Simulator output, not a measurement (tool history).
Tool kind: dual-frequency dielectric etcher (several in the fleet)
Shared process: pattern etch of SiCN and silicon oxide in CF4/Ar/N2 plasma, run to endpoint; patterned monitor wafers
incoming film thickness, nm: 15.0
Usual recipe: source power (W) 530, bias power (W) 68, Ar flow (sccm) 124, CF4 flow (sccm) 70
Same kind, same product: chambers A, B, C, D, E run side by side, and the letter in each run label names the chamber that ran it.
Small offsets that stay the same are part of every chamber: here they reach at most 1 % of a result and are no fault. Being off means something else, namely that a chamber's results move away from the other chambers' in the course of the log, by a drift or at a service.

| run | hour | source power (W) | bias power (W) | Ar flow (sccm) | CF4 flow (sccm) | endpoint time (s) |
|---|---|---|---|---|---|---|
| 1A | 5.9 | 530 | 68 | 124 | 70 | 15.820 |
|  | 8.5 | chamber A: wet clean of the chamber |
| 2C | 12.7 | 530 | 68 | 124 | 70 | 16.013 |
| 3D | 18.7 | 530 | 68 | 124 | 70 | 15.887 |
| 4B | 24.8 | 530 | 68 | 124 | 70 | 15.919 |
| 5E | 29.6 | 530 | 68 | 124 | 70 | 15.751 |
| 6B | 34.3 | 530 | 68 | 124 | 70 | 15.894 |
| 7A | 40.9 | 530 | 68 | 124 | 70 | 15.809 |
| 8C | 46.1 | 530 | 68 | 124 | 70 | 15.969 |
| 9D | 54.4 | 530 | 68 | 124 | 70 | 15.812 |
| 10E | 60.8 | 530 | 68 | 124 | 70 | 15.681 |
|  | 61.0 | chamber B: wet clean of the chamber |
| 11C | 65.8 | 410 | 68 | 124 | 81 | 19.493 |
| 12D | 71.9 | 410 | 68 | 124 | 81 | 19.475 |
| 13A | 80.5 | 410 | 68 | 124 | 81 | 19.361 |
| 14B | 84.8 | 410 | 68 | 124 | 81 | 19.600 |
| 15E | 89.8 | 410 | 68 | 124 | 81 | 19.198 |
| 16D | 94.0 | 530 | 68 | 124 | 70 | 15.731 |
| 17A | 102.6 | 530 | 68 | 124 | 70 | 15.891 |
|  | 106.4 | chamber D: wet clean of the chamber |
| 18E | 106.6 | 530 | 68 | 124 | 70 | 15.552 |
| 19C | 111.1 | 530 | 68 | 148 | 57 | 17.021 |
| 20B | 117.6 | 530 | 68 | 148 | 57 | 17.021 |
| 21C | 122.5 | 530 | 68 | 148 | 57 | 17.071 |
| 22B | 129.9 | 530 | 68 | 148 | 57 | 17.049 |
| 23D | 136.1 | 530 | 68 | 148 | 57 | 16.753 |
| 24A | 141.9 | 530 | 68 | 149 | 60 | 16.881 |
| 25E | 148.5 | 530 | 68 | 149 | 60 | 16.248 |
| 26B | 155.7 | 530 | 68 | 149 | 60 | 16.825 |
| 27E | 161.2 | 530 | 68 | 149 | 60 | 16.037 |
| 28C | 165.6 | 530 | 68 | 149 | 60 | 16.945 |
| 29A | 171.1 | 530 | 68 | 124 | 70 | 15.820 |
| 30D | 179.7 | 620 | 77 | 124 | 70 | 13.158 |

Which is it: a chamber that has drifted or been left off by a service, a gauge drift common to all chambers, or only each chamber's usual small offset? If a chamber is off, name it and its likeliest cause.

Chamber E drifts away from the others.
Most likely cause: source power that arrives over what is set, % = 5.18.
With only this log, it may be confused with: etch rate over this chamber's usual, %.

Chamber E could run next with any of the 4 candidate recipes listed below; each alters the usual settings, and their results appear as question marks. Which one brings its results back in line with what the other chambers deliver on the usual settings?
In line means no further than this from the other chambers' mean on the usual settings: endpoint time (s) 0.180
| 31E-1 | 186.0 | 530 | 61 | 130 | 66 | ? |
| 31E-2 | 186.0 | 560 | 69 | 123 | 70 | ? |
| 31E-3 | 186.0 | 490 | 66 | 126 | 69 | ? |
| 31E-4 | 186.0 | 570 | 70 | 124 | 71 | ? |

The mean the other chambers reach with the usual settings: endpoint time (s) 15.887
| run | endpoint time (s) |
|---|---|
| 31E-1 | 15.944 |
| 31E-2 | 14.287 |
| 31E-3 | 16.443 |
| 31E-4 | 13.982 |
31E-1 brings the chamber back in line.
